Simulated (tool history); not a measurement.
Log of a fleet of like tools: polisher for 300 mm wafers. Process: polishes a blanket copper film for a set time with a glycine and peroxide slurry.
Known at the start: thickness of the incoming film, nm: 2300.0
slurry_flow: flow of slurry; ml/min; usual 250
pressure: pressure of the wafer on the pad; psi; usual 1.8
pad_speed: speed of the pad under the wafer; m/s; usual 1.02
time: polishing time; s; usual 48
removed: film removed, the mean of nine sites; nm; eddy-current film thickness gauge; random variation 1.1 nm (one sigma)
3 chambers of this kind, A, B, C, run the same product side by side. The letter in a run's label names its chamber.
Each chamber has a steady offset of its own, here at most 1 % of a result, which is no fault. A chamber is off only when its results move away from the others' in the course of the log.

{"run": "1A", "hour": 5.6, "slurry_flow": 250, "pressure": 1.8, "pad_speed": 1.02, "time": 48, "removed": 174.65}
{"hour": 6.0, "done": "chamber A: slurry nozzle cleaned"}
{"run": "2C", "hour": 12.5, "slurry_flow": 250, "pressure": 1.8, "pad_speed": 1.02, "time": 48, "removed": 178.72}
{"hour": 15.3, "done": "chamber B: worn pad replaced by a new one"}
{"run": "3B", "hour": 15.9, "slurry_flow": 250, "pressure": 1.8, "pad_speed": 1.02, "time": 48, "removed": 178.94}
{"run": "4C", "hour": 22.4, "slurry_flow": 250, "pressure": 1.8, "pad_speed": 1.02, "time": 48, "removed": 176.83}
{"hour": 25.0, "done": "chamber A: worn pad replaced by a new one"}
{"run": "5B", "hour": 28.8, "slurry_flow": 250, "pressure": 1.8, "pad_speed": 1.02, "time": 48, "removed": 179.53}
{"run": "6A", "hour": 35.1, "slurry_flow": 250, "pressure": 1.8, "pad_speed": 1.02, "time": 48, "removed": 177.11}
{"run": "7B", "hour": 41.5, "slurry_flow": 250, "pressure": 1.8, "pad_speed": 1.02, "time": 48, "removed": 180.74}
{"run": "8A", "hour": 47.6, "slurry_flow": 250, "pressure": 1.8, "pad_speed": 1.02, "time": 48, "removed": 177.07}
{"run": "9C", "hour": 54.6, "slurry_flow": 250, "pressure": 1.8, "pad_speed": 1.18, "time": 60, "removed": 249.47}
{"hour": 58.4, "done": "chamber C: worn pad replaced by a new one"}
{"run": "10C", "hour": 58.5, "slurry_flow": 250, "pressure": 1.8, "pad_speed": 1.18, "time": 60, "removed": 249.72}
{"hour": 59.1, "done": "chamber B: worn pad replaced by a new one"}
{"run": "11B", "hour": 65.6, "slurry_flow": 250, "pressure": 1.8, "pad_speed": 1.18, "time": 60, "removed": 251.42}
{"run": "12A", "hour": 72.1, "slurry_flow": 250, "pressure": 2.3, "pad_speed": 1.02, "time": 48, "removed": 216.06}
{"hour": 72.7, "done": "chamber B: slurry nozzle cleaned"}
{"run": "13C", "hour": 77.6, "slurry_flow": 250, "pressure": 2.3, "pad_speed": 1.02, "time": 48, "removed": 217.14}
{"hour": 81.4, "done": "chamber C: head pressure recalibrated"}
{"run": "14A", "hour": 82.8, "slurry_flow": 250, "pressure": 2.3, "pad_speed": 1.02, "time": 48, "removed": 215.48}
{"run": "15B", "hour": 90.5, "slurry_flow": 250, "pressure": 1.8, "pad_speed": 1.02, "time": 48, "removed": 180.64}
{"run": "16B", "hour": 97.8, "slurry_flow": 250, "pressure": 1.8, "pad_speed": 1.02, "time": 48, "removed": 178.78}
{"run": "17A", "hour": 102.1, "slurry_flow": 250, "pressure": 1.8, "pad_speed": 1.02, "time": 48, "removed": 176.97}
{"hour": 103.4, "done": "chamber B: worn pad replaced by a new one"}
{"run": "18C", "hour": 106.2, "slurry_flow": 250, "pressure": 1.8, "pad_speed": 1.02, "time": 48, "removed": 194.28}
{"hour": 107.7, "done": "chamber A: worn pad replaced by a new one"}
{"run": "19C", "hour": 109.9, "slurry_flow": 250, "pressure": 1.8, "pad_speed": 1.02, "time": 48, "removed": 193.33}
{"run": "20B", "hour": 113.5, "slurry_flow": 250, "pressure": 1.8, "pad_speed": 1.02, "time": 48, "removed": 176.75}
{"run": "21A", "hour": 117.7, "slurry_flow": 250, "pressure": 1.8, "pad_speed": 1.02, "time": 48, "removed": 175.98}
{"run": "22C", "hour": 122.9, "slurry_flow": 250, "pressure": 1.8, "pad_speed": 1.02, "time": 48, "removed": 193.89}
{"run": "23A", "hour": 128.6, "slurry_flow": 250, "pressure": 2.2, "pad_speed": 1.02, "time": 48, "removed": 208.36}
{"run": "24B", "hour": 132.9, "slurry_flow": 250, "pressure": 2.2, "pad_speed": 1.02, "time": 48, "removed": 207.78}
{"run": "25A", "hour": 138.2, "slurry_flow": 250, "pressure": 2.2, "pad_speed": 1.02, "time": 48, "removed": 206.84}
{"run": "26B", "hour": 144.9, "slurry_flow": 250, "pressure": 1.8, "pad_speed": 1.02, "time": 48, "removed": 176.65}
{"hour": 145.5, "done": "chamber C: worn pad replaced by a new one"}
{"hour": 147.6, "done": "chamber B: worn pad replaced by a new one"}
{"run": "27C", "hour": 151.5, "slurry_flow": 250, "pressure": 1.8, "pad_speed": 1.02, "time": 48, "removed": 191.62}
{"run": "28B", "hour": 159.2, "slurry_flow": 250, "pressure": 1.8, "pad_speed": 1.02, "time": 48, "removed": 177.11}
{"run": "29A", "hour": 162.8, "slurry_flow": 250, "pressure": 1.8, "pad_speed": 1.02, "time": 48, "removed": 178.41}
{"hour": 166.6, "done": "chamber C: slurry nozzle cleaned"}
{"run": "30C", "hour": 167.0, "slurry_flow": 250, "pressure": 1.8, "pad_speed": 1.02, "time": 48, "removed": 194.25}
{"run": "31B", "hour": 172.8, "slurry_flow": 250, "pressure": 1.8, "pad_speed": 1.02, "time": 48, "removed": 179.78}
{"run": "32C", "hour": 176.8, "slurry_flow": 250, "pressure": 1.8, "pad_speed": 1.02, "time": 48, "removed": 194.84}
{"hour": 176.9, "done": "chamber A: head pressure recalibrated"}
{"run": "33A", "hour": 184.4, "slurry_flow": 320, "pressure": 1.8, "pad_speed": 1.02, "time": 48, "removed": 178.7}
{"hour": 190.1, "done": "chamber B: worn pad replaced by a new one"}
{"run": "34A", "hour": 191.5, "slurry_flow": 320, "pressure": 1.8, "pad_speed": 1.02, "time": 48, "removed": 181.68}
{"run": "35C", "hour": 198.4, "slurry_flow": 320, "pressure": 1.8, "pad_speed": 1.02, "time": 48, "removed": 197.67}
{"run": "36B", "hour": 205.9, "slurry_flow": 250, "pressure": 1.8, "pad_speed": 1.02, "time": 48, "removed": 177.44}
{"run": "37B", "hour": 211.5, "slurry_flow": 250, "pressure": 1.8, "pad_speed": 1.02, "time": 48, "removed": 177.81}

Next, every chamber runs the same settings. What will each give?
{"run": "38A", "hour": 217.1, "slurry_flow": 170, "pressure": 1.8, "pad_speed": 1.02, "time": 48, "removed": "?"}
{"run": "38B", "hour": 217.1, "slurry_flow": 170, "pressure": 1.8, "pad_speed": 1.02, "time": 48, "removed": "?"}
{"run": "38C", "hour": 217.1, "slurry_flow": 170, "pressure": 1.8, "pad_speed": 1.02, "time": 48, "removed": "?"}

run=38A removed=167.89
run=38B removed=170.75
run=38C removed=185.15
